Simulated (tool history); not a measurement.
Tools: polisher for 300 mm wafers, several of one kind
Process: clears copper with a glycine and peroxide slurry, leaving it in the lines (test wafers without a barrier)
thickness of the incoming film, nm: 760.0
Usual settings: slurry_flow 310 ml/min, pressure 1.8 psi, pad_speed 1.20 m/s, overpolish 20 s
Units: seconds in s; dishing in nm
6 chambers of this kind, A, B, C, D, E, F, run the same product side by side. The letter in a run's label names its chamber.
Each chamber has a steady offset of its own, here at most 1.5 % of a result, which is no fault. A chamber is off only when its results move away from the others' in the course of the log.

run	hour	slurry_flow	pressure	pad_speed	overpolish	seconds	dishing
1A	6.5	310	1.8	1.20	20	145.09	64.931
2C	10.5	310	1.8	1.20	20	146.29	66.081
# hour 15.8: chamber D: worn pad replaced by a new one
# hour 16.3: chamber C: head pressure recalibrated
3F	17.6	310	1.8	1.20	20	149.52	66.356
# hour 21.3: chamber C: worn pad replaced by a new one
4B	24.3	310	1.8	1.20	20	143.67	66.837
5E	31.1	210	1.8	1.20	20	154.61	63.273
6D	35.1	210	1.8	1.20	20	146.92	64.613
7F	42.8	210	1.8	1.20	20	152.23	65.076
8D	46.3	210	1.8	1.20	20	149.71	64.832
9A	53.0	210	1.8	1.20	20	147.60	65.643
10E	58.4	210	1.8	1.20	20	149.41	63.428
11B	64.5	310	1.8	1.20	20	146.54	65.693
# hour 70.3: chamber B: worn pad replaced by a new one
12C	70.9	310	1.8	1.20	20	143.55	65.650
13C	75.0	310	1.8	1.20	20	143.86	64.858
14B	81.3	310	1.8	1.20	20	142.89	66.163
15D	85.6	310	1.8	1.20	20	140.17	68.438
16E	91.3	310	1.8	1.20	20	145.45	65.939
17F	97.6	310	1.8	1.20	20	151.35	66.947
18A	103.0	310	1.8	1.20	20	150.32	64.443
19F	108.2	310	1.8	1.20	20	145.38	66.958
20D	116.0	310	1.8	1.20	20	144.57	68.112
21A	122.5	310	1.8	1.20	20	153.34	63.903
22B	126.3	310	1.4	0.82	20	224.62	45.244
23C	130.1	310	1.4	0.82	20	228.29	46.321
24E	135.4	310	1.4	0.82	20	223.03	45.807
25D	140.6	310	1.4	0.82	20	223.63	46.093
26C	146.3	310	1.4	0.82	20	223.45	45.702
27A	151.4	310	1.4	0.82	20	237.05	44.530
# hour 155.5: chamber F: worn pad replaced by a new one
28B	156.1	310	1.8	1.20	20	144.40	65.953
29E	163.1	310	1.8	1.20	20	146.62	64.396
# hour 166.3: chamber D: worn pad replaced by a new one
30F	169.0	310	1.8	1.54	14	119.76	60.042
31E	176.2	310	1.8	1.54	14	122.18	57.419
32D	180.5	310	1.8	1.54	14	115.10	58.953
33A	185.5	310	1.8	1.54	14	129.54	54.693
34F	192.9	310	1.8	1.54	14	121.29	58.276
35C	198.1	310	1.8	1.54	14	118.54	57.482
36B	205.8	310	1.8	1.20	20	147.32	67.050
# hour 209.6: chamber E: head pressure recalibrated
37F	212.3	310	1.8	1.20	20	150.96	66.814
# hour 215.8: chamber A: slurry nozzle cleaned
# hour 217.2: chamber E: worn pad replaced by a new one
38C	218.8	310	1.8	1.20	20	142.22	66.591
39E	222.7	310	1.8	1.20	20	147.19	65.599
40A	229.6	310	1.8	1.20	20	159.36	61.885

Next, every chamber runs the same settings. What will each give?
41A	235.2	310	1.8	1.20	14	?	?
41B	235.2	310	1.8	1.20	14	?	?
41C	235.2	310	1.8	1.20	14	?	?
41D	235.2	310	1.8	1.20	14	?	?
41E	235.2	310	1.8	1.20	14	?	?
41F	235.2	310	1.8	1.20	14	?	?

run	seconds	dishing
41A	161.97	44.921
41B	145.06	48.928
41C	147.00	50.397
41D	142.80	49.998
41E	141.80	49.121
41F	148.68	51.468

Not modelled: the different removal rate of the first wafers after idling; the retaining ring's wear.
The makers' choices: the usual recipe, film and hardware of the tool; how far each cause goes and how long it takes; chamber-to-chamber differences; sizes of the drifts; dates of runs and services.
